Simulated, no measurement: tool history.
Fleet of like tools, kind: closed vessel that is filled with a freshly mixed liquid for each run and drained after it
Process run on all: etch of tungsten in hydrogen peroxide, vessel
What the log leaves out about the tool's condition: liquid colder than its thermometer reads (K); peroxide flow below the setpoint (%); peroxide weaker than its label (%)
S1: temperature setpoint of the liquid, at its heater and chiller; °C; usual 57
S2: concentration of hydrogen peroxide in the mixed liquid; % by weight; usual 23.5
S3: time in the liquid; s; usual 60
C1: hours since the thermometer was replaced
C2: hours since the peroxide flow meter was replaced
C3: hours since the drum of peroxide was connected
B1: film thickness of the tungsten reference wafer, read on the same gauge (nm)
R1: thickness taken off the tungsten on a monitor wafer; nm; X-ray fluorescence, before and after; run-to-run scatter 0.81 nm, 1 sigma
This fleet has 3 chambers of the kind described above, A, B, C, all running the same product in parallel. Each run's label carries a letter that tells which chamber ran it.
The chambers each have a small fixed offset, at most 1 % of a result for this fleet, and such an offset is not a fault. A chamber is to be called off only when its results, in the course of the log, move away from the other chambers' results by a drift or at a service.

run	hour	S1	S2	S3	C1	C2	C3	B1	R1
1A	7.3	57	23.5	60	597.2	995.6	1176.9	130.01	116.97
# hour 14.9: chamber A: new drum of peroxide connected
2C	21.3	57	23.5	60	115.5	389.8	249.5	130.02	119.68
3B	31.9	57	23.5	60	720.3	395.1	1387.9	130.01	116.99
4B	43.2	57	23.5	60	731.6	406.4	1399.2	129.95	117.55
5A	54.8	57	23.5	60	644.7	1043.1	39.9	130.03	117.45
6C	70	57	23.5	60	164.2	438.5	298.2	129.98	118.86
7B	76.7	57	23.5	60	765.1	439.9	1432.7	129.96	117.99
8C	90.2	57	28.5	60	184.4	458.7	318.4	130	131.37
9A	97.9	57	28.5	60	687.8	1086.2	83	130.01	130.05
10B	107.5	57	28.5	60	795.9	470.7	1463.5	130	129.5
11C	121.9	57	23.5	60	216.1	490.4	350.1	130.01	118.36
12A	130.7	57	23.5	60	720.6	1119	115.8	129.97	117.33
13B	145.9	57	23.5	60	834.3	509.1	1501.9	129.98	118.31
14A	157.1	57	23.5	60	747	1145.4	142.2	129.97	118.05
15C	170.7	47.5	23.5	90	264.9	539.2	398.9	130.01	100.82
16A	182.4	47.5	23.5	90	772.3	1170.7	167.5	130	100.38
# hour 190.1: chamber B: new drum of peroxide connected
17C	190.4	47.5	23.5	90	284.6	558.9	418.6	129.99	100.77
18B	201	57	23.5	60	889.4	564.2	11	130	118.97
19A	215.6	57	23.5	60	805.5	1203.9	200.7	130	117.78
20B	222.7	57	20	95	911.1	585.9	32.7	130	172.83
21C	229.7	57	20	95	323.9	598.2	457.9	129.97	172.16
22A	242.5	57	20	95	832.4	1230.8	227.6	129.96	174.12
23B	252.2	57	23.5	60	940.6	615.4	62.2	130.04	119.05
24C	267.5	57	23.5	60	361.7	636	495.7	129.97	118.91
25A	281.4	57	23.5	60	871.3	1269.7	266.5	129.98	116.85
26B	288.8	57	23.5	60	977.2	652	98.8	129.98	119.11
27C	297.8	57	23.5	60	392	666.3	526	130.04	118.76
# hour 307.3: chamber B: peroxide flow meter replaced
28C	310.7	57	23.5	60	404.9	679.2	538.9	130.03	118.93
29A	324.9	57	23.5	60	914.8	1313.2	310	130	116.7
30B	338.4	57	23.5	60	1026.8	31.1	148.4	130.02	118.18
31A	352.5	57	23.5	60	942.4	1340.8	337.6	129.97	117.98
32B	365.1	57	23.5	60	1053.5	57.8	175.1	130	117.76
33C	377.1	57	23.5	60	471.3	745.6	605.3	130.03	118.45
34C	390.1	57	23.5	60	484.3	758.6	618.3	130.02	118.92
35B	397.6	57	23.5	60	1086	90.3	207.6	129.98	118.4
36A	406.4	57	23.5	40	996.3	1394.7	391.5	130.06	79.02
37A	413.2	57	23.5	40	1003.1	1401.5	398.3	129.99	79.03
38C	426.2	57	23.5	40	520.4	794.7	654.4	130	78.661
39B	437	57	23.5	60	1125.4	129.7	247	129.99	119.67

Next, every chamber runs the same settings. What will each give?
40A	448.1	57	23.5	60					?
40B	448.1	57	23.5	60					?
40C	448.1	57	23.5	60					?

run	R1
40A	117.51
40B	118
40C	118.23
